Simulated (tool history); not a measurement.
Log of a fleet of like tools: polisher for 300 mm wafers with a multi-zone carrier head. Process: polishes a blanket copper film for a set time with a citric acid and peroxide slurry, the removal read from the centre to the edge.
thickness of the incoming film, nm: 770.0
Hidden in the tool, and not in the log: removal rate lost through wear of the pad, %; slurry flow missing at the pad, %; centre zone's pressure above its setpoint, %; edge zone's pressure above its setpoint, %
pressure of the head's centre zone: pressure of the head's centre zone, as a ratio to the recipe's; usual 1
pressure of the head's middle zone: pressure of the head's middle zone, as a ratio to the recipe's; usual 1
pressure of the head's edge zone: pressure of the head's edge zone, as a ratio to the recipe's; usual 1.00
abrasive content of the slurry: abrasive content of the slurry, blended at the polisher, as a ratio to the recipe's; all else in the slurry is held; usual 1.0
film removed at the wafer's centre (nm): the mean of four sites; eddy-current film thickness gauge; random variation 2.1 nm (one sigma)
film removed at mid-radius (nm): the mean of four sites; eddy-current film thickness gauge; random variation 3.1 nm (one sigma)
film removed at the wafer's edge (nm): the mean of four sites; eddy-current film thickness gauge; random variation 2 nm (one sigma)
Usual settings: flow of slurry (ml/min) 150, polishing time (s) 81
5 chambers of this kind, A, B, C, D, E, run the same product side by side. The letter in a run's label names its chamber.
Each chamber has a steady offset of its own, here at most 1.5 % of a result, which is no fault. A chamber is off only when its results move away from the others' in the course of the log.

run	hour	flow of slurry (ml/min)	pressure of the head's centre zone	pressure of the head's middle zone	pressure of the head's edge zone	abrasive content of the slurry	polishing time (s)	wafers polished on this pad	hours since the slurry nozzle was cleaned	hours since the centre zone pressure was calibrated	hours since the edge zone pressure was calibrated	film removed at the wafer's centre (nm)	film removed at mid-radius (nm)	film removed at the wafer's edge (nm)
# hour 7.7: chamber D: centre zone pressure recalibrated
1D	8.9	150	1	1	1.00	1.0	81	376	539.6	1.2	162.9	220.35	212.86	222.43
2B	16.3	150	1	1	1.00	1.0	81	469	425.2	499.4	564.0	223.93	223.86	219.06
# hour 19.6: chamber A: centre zone pressure recalibrated
3E	25.6	150	1	1	1.00	1.0	81	924	294.4	931.6	150.4	218.73	224.53	224.22
# hour 27.9: chamber E: worn pad replaced by a new one
4C	33.8	150	1	1	1.00	1.0	81	714	38.3	770.3	913.3	221.75	219.24	215.73
5A	42.5	150	1	1	1.00	1.0	81	544	408.2	22.9	568.5	219.24	217.72	217.05
6D	48.5	150	1	1	1.00	1.0	81	684	579.2	40.8	202.5	219.96	214.91	223.41
# hour 56.4: chamber B: worn pad replaced by a new one
7B	57.5	150	1	1	1.11	1.0	81	8	466.4	540.6	605.2	220.58	223.73	233.54
8E	63.4	150	1	1	1.11	1.0	81	276	332.2	969.4	188.2	218.85	213.95	233.54
# hour 68.1: chamber C: worn pad replaced by a new one
9A	70.0	150	1	1	1.11	1.0	81	757	435.7	50.4	596.0	215.78	219.55	227.11
# hour 76.8: chamber A: slurry nozzle cleaned
10C	77.0	150	1	1	1.11	1.0	81	69	81.5	813.5	956.5	220.78	219.60	236.43
11E	83.3	150	1	1	1.11	1.0	81	430	352.1	989.3	208.1	217.20	221.20	236.80
12C	95.2	150	1	1	1.09	1.0	103	210	99.7	831.7	974.7	282.47	285.41	290.04
13D	101.8	150	1	1	1.09	1.0	103	1098	632.5	94.1	255.8	278.07	279.35	293.18
14B	112.6	150	1	1	1.09	1.0	103	437	521.5	595.7	660.3	284.86	278.43	294.57
# hour 117.3: chamber C: edge zone pressure recalibrated
15A	119.2	150	1	1	1.09	1.0	103	1140	42.5	99.6	645.2	274.73	268.73	283.22
# hour 128.1: chamber B: centre zone pressure recalibrated
16C	130.4	150	1	1	1.09	1.0	103	484	134.9	866.9	13.2	278.43	281.29	293.06
# hour 132.3: chamber E: worn pad replaced by a new one
17B	141.8	150	1	1	1.00	1.2	81	664	550.7	13.7	689.5	227.03	233.79	228.34
# hour 150.3: chamber B: edge zone pressure recalibrated
18E	151.5	150	1	1	1.00	1.2	81	149	420.3	1057.5	276.3	228.95	233.51	230.53
19D	157.1	150	1	1	1.00	1.2	81	1528	687.8	149.4	311.1	230.06	224.27	229.71
# hour 158.4: chamber D: worn pad replaced by a new one
20A	166.4	150	1	1	1.00	1.2	81	1506	89.7	146.8	692.4	215.80	223.27	219.84
21E	179.1	150	1	1	1.00	1.2	81	363	447.9	1085.1	303.9	230.99	223.19	234.18
# hour 184.4: chamber B: worn pad replaced by a new one
22C	188.1	150	1	1	1.00	1.0	81	932	192.6	924.6	70.9	220.96	213.73	220.92
# hour 195.0: chamber B: slurry nozzle cleaned
23D	196.4	150	1	1	1.00	1.0	81	295	727.1	188.7	350.4	219.36	218.52	224.37
# hour 197.0: chamber A: edge zone pressure recalibrated
# hour 197.7: chamber C: worn pad replaced by a new one
24B	204.1	150	1	1	1.00	1.0	81	153	9.1	76.0	53.9	223.41	217.03	222.88
25A	215.4	150	1	1	1.00	1.0	81	1887	138.7	195.8	18.5	207.77	206.90	208.21
26A	224.3	150	1	1	1.00	1.0	81	1956	147.6	204.7	27.4	207.05	204.27	207.95
27B	233.3	120	1	1	1.00	1.0	81	380	38.3	105.2	83.1	213.07	209.56	209.37
28D	239.7	120	1	1	1.00	1.0	81	631	770.4	232.0	393.7	207.39	206.10	212.69
# hour 247.0: chamber E: worn pad replaced by a new one
29C	250.2	120	1	1	1.00	1.0	81	408	254.7	986.7	133.0	209.31	212.54	213.60
# hour 255.7: chamber E: edge zone pressure recalibrated
30E	260.3	120	1	1	1.00	1.0	81	103	529.1	1166.3	4.7	206.73	208.26	215.61
31D	267.2	120	1	1	1.00	1.0	81	845	797.9	259.5	421.2	204.41	210.34	215.86

What goes on in this fleet: one chamber off, a drifting gauge, or nothing beyond the chambers' own small offsets? Name the chamber and the cause, if any.

Chamber A drifts away from the others.
Cause: removal rate lost through wear of the pad, % = 7.7.

Here are 4 candidates for chamber A's next run, each the usual settings with a change, their results left as question marks. Which one brings its results back in line with what the others give on the usual settings?
In line means no further than this from the other chambers' mean on the usual settings: film removed at the wafer's centre (nm) 7.20; film removed at mid-radius (nm) 11.00; film removed at the wafer's edge (nm) 6.90
32A-1	276.4	150	1.00	1	0.99	1.00	69					?	?	?
32A-2	276.4	150	1.00	1	0.99	1.00	75					?	?	?
32A-3	276.4	150	1.00	1	1.01	1.00	87					?	?	?
32A-4	276.4	155	0.99	1	1.02	1.05	95					?	?	?

The other chambers' mean on the usual settings: film removed at the wafer's centre (nm) 220.35; film removed at mid-radius (nm) 220.69; film removed at the wafer's edge (nm) 221.65
run	film removed at the wafer's centre (nm)	film removed at mid-radius (nm)	film removed at the wafer's edge (nm)
32A-1	172.57	174.76	171.28
32A-2	187.57	189.96	186.17
32A-3	217.58	220.34	218.27
32A-4	239.18	244.70	243.25
32A-3 brings the chamber back in line.

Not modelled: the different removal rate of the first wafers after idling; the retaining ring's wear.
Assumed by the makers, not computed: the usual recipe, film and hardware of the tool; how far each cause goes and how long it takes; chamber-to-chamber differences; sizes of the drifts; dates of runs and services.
